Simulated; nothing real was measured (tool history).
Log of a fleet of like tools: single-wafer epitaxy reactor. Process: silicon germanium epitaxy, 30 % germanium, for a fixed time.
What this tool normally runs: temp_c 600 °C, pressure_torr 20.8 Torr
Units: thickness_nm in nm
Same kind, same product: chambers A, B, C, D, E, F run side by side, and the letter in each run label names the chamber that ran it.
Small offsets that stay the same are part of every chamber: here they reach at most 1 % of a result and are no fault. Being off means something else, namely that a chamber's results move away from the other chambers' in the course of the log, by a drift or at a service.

run	hour	temp_c	pressure_torr	hours since the last pyrometer calibration	hours since the last manometer calibration	read-back reference wafer on the same gauge, thickness_nm	thickness_nm
1E	8.6	600	20.8	2361.1	451.7	53.758	60.177
2D	20.3	600	20.8	778.2	1708	53.817	60.518
3B	33.2	600	20.8	944.9	255.1	53.84	59.59
4A	47.8	600	20.8	533.1	259	53.814	59.907
5C	58.3	600	16.6	282.3	933.2	53.751	54.793
6F	67.2	600	16.6	260.5	687.5	53.789	54.589
7F	82	600	16.6	275.3	702.3	53.792	54.638
8C	95.1	600	16.6	319.1	970	53.795	54.342
9A	104.4	600	16.6	589.7	315.6	53.791	54.793
10B	117.9	600	16.6	1029.6	339.8	53.842	54.25
11D	132	600	20.8	889.9	1819.7	53.8	60.177
12E	144.1	600	20.8	2496.6	587.2	53.782	60.764
13C	153.3	600	20.8	377.3	1028.2	53.871	60.166
14B	165	600	20.8	1076.7	386.9	53.786	59.419
15A	172.3	600	20.8	657.6	383.5	53.791	59.775
# hour 175.9: chamber D: pyrometer calibrated
16E	185.7	600	20.8	2538.2	628.8	53.87	60.517
17D	196.3	600	20.8	20.5	1884	53.773	59.931
18F	211.4	600	20.8	404.7	831.7	53.778	60.254
19A	219.9	600	20.8	705.2	431.1	53.815	60.005
20E	232.5	600	20.8	2585	675.6	53.812	60.296
21D	239.3	600	20.8	63.5	1927	53.802	60.41
22C	253	600	20.8	477	1127.9	53.829	59.327
23F	264.1	600	20.8	457.4	884.4	53.847	60.19
24B	271.6	600	20.8	1183.3	493.5	53.833	59.337
25D	279.8	600	20.8	104	1967.5	53.787	60.473
26F	291	600	20.8	484.3	911.3	53.804	60.086
# hour 300.1: chamber F: capacitance manometer re-zeroed and calibrated
# hour 300.4: chamber E: pyrometer calibrated
27C	304.8	600	20.8	528.8	1179.7	53.761	59.479
28E	318.7	600	20.8	18.3	761.8	53.831	57.448
29A	333.1	600	20.8	818.4	544.3	53.802	60.296
30B	348.1	600	25.2	1259.8	570	53.769	64.156
31C	361.2	600	25.2	585.2	1236.1	53.806	65.028
32F	372.7	600	25.2	566	72.7	53.828	64.521
33D	383.6	600	25.2	207.8	2071.3	53.82	65.31
34E	393.6	600	25.2	93.2	836.7	53.842	62.621
35B	402.5	600	25.2	1314.2	624.4	53.812	64.342
36A	410.6	589	25.3	895.9	621.8	53.806	52.469
37C	422.6	589	25.3	646.6	1297.5	53.794	53.007
38E	429.7	589	25.3	129.3	872.8	53.787	51.032
39B	443.7	589	25.3	1355.4	665.6	53.812	52.17
40D	451	589	25.3	275.2	2138.7	53.827	52.662
41F	462.7	589	25.3	656	162.7	53.822	53.218

Each of the 6 chambers runs these same settings next. Fill in every chamber's results:
42A	473.8	590	20.8				?
42B	473.8	590	20.8				?
42C	473.8	590	20.8				?
42D	473.8	590	20.8				?
42E	473.8	590	20.8				?
42F	473.8	590	20.8				?

run	thickness_nm
42A	49.489
42B	49.408
42C	49.872
42D	50.203
42E	48.217
42F	49.676

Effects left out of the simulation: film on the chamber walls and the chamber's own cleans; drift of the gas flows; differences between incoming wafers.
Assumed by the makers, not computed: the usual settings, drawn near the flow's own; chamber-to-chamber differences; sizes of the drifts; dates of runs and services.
